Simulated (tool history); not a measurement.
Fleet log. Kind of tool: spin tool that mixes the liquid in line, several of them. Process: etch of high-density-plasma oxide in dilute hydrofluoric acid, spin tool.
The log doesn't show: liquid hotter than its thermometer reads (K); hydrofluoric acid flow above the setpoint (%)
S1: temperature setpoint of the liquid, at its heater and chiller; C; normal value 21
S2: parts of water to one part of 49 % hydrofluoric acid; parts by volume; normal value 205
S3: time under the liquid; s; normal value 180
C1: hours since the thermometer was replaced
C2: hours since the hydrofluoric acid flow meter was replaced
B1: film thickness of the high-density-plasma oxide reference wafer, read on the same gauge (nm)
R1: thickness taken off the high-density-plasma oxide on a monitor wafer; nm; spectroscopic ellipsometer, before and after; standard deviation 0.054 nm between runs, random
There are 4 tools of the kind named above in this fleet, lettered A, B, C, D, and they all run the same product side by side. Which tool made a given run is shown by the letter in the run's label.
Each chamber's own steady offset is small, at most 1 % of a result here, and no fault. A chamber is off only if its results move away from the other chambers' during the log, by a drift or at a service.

| run | hour | S1 | S2 | S3 | C1 | C2 | B1 | R1 |
|---|---|---|---|---|---|---|---|---|
| 1D | 4.0 | 21 | 205 | 180 | 945.2 | 158.0 | 120.04 | 6.7085 |
| 2C | 8.5 | 21 | 205 | 180 | 1245.5 | 781.2 | 119.99 | 6.7401 |
| 3A | 14.9 | 21 | 205 | 180 | 759.6 | 350.9 | 120.01 | 6.8095 |
| 4B | 19.3 | 21 | 205 | 180 | 340.6 | 303.1 | 120.00 | 6.6919 |
| 5A | 24.3 | 21 | 205 | 180 | 769.0 | 360.3 | 119.98 | 6.6303 |
| 6D | 28.9 | 21 | 205 | 180 | 970.1 | 182.9 | 120.00 | 6.7343 |
| 7C | 32.3 | 21 | 205 | 180 | 1269.3 | 805.0 | 120.03 | 6.7584 |
| 8B | 38.3 | 21 | 205 | 180 | 359.6 | 322.1 | 119.99 | 6.7601 |
| 9D | 42.9 | 24 | 205 | 250 | 984.1 | 196.9 | 119.99 | 10.2930 |
| 10A | 46.0 | 24 | 205 | 250 | 790.7 | 382.0 | 120.01 | 10.4780 |
| 11B | 50.8 | 24 | 205 | 250 | 372.1 | 334.6 | 120.00 | 10.4690 |
| 12C | 56.7 | 24 | 205 | 250 | 1293.7 | 829.4 | 120.01 | 10.4410 |
| 13A | 61.3 | 21 | 205 | 180 | 806.0 | 397.3 | 120.01 | 6.8243 |
| 14B | 67.0 | 21 | 205 | 180 | 388.3 | 350.8 | 120.02 | 6.8728 |
| 15D | 70.2 | 21 | 205 | 130 | 1011.4 | 224.2 | 120.01 | 4.8498 |
| 16C | 74.2 | 21 | 205 | 130 | 1311.2 | 846.9 | 119.99 | 4.8243 |
| 17C | 80.4 | 21 | 205 | 130 | 1317.4 | 853.1 | 119.99 | 4.8192 |
| 18A | 84.1 | 21 | 205 | 130 | 828.8 | 420.1 | 120.00 | 4.8296 |
| 19D | 89.7 | 21 | 205 | 180 | 1030.9 | 243.7 | 120.02 | 6.6225 |
| 20B | 93.6 | 21 | 205 | 180 | 414.9 | 377.4 | 119.97 | 6.8715 |
| 21B | 96.8 | 21 | 205 | 180 | 418.1 | 380.6 | 120.01 | 6.9072 |
|  | 99.7 | chamber D: thermometer replaced |
| 22A | 101.7 | 21 | 205 | 180 | 846.4 | 437.7 | 119.99 | 6.7770 |
| 23D | 108.1 | 21 | 205 | 285 | 8.4 | 262.1 | 120.01 | 10.5810 |
| 24C | 112.4 | 21 | 205 | 285 | 1349.4 | 885.1 | 119.99 | 10.6080 |
| 25B | 118.2 | 21 | 205 | 285 | 439.5 | 402.0 | 119.98 | 11.1610 |
| 26A | 124.0 | 21 | 205 | 285 | 868.7 | 460.0 | 120.00 | 10.6530 |
| 27C | 129.1 | 21 | 205 | 180 | 1366.1 | 901.8 | 119.99 | 6.7394 |
| 28D | 132.2 | 21 | 205 | 180 | 32.5 | 286.2 | 119.98 | 6.6822 |
| 29D | 138.0 | 21 | 205 | 180 | 38.3 | 292.0 | 120.01 | 6.7327 |
| 30C | 142.7 | 21 | 205 | 180 | 1379.7 | 915.4 | 120.01 | 6.6461 |
| 31A | 148.0 | 21 | 170 | 105 | 892.7 | 484.0 | 119.98 | 4.9454 |
| 32B | 153.7 | 21 | 170 | 105 | 475.0 | 437.5 | 119.99 | 5.2267 |
| 33C | 159.1 | 21 | 170 | 105 | 1396.1 | 931.8 | 120.00 | 4.8473 |
| 34B | 165.7 | 21 | 170 | 105 | 487.0 | 449.5 | 119.98 | 5.2647 |
| 35A | 171.6 | 21 | 205 | 180 | 916.3 | 507.6 | 120.01 | 6.8070 |
| 36D | 175.4 | 21 | 205 | 180 | 75.7 | 329.4 | 119.99 | 6.6885 |
| 37C | 181.8 | 21 | 205 | 255 | 1418.8 | 954.5 | 120.00 | 9.4354 |
| 38B | 184.7 | 21 | 205 | 255 | 506.0 | 468.5 | 120.01 | 10.2180 |
| 39D | 190.6 | 21 | 205 | 255 | 90.9 | 344.6 | 120.02 | 9.4885 |
| 40A | 194.5 | 21 | 205 | 255 | 939.2 | 530.5 | 120.02 | 9.6512 |
| 41A | 200.1 | 21 | 205 | 180 | 944.8 | 536.1 | 120.00 | 6.7497 |
| 42C | 206.2 | 21 | 205 | 180 | 1443.2 | 978.9 | 120.00 | 6.8246 |
| 43D | 212.0 | 21 | 205 | 180 | 112.3 | 366.0 | 120.00 | 6.6220 |
| 44B | 216.5 | 21 | 205 | 180 | 537.8 | 500.3 | 119.99 | 7.3771 |

All chambers now run identical settings, listed one chamber a line with results as question marks. What results will each chamber show?
| 45A | 221.3 | 21 | 205 | 180 |  |  |  | ? |
| 45B | 221.3 | 21 | 205 | 180 |  |  |  | ? |
| 45C | 221.3 | 21 | 205 | 180 |  |  |  | ? |
| 45D | 221.3 | 21 | 205 | 180 |  |  |  | ? |

| run | R1 |
|---|---|
| 45A | 6.6473 |
| 45B | 7.4100 |
| 45C | 6.7186 |
| 45D | 6.7422 |
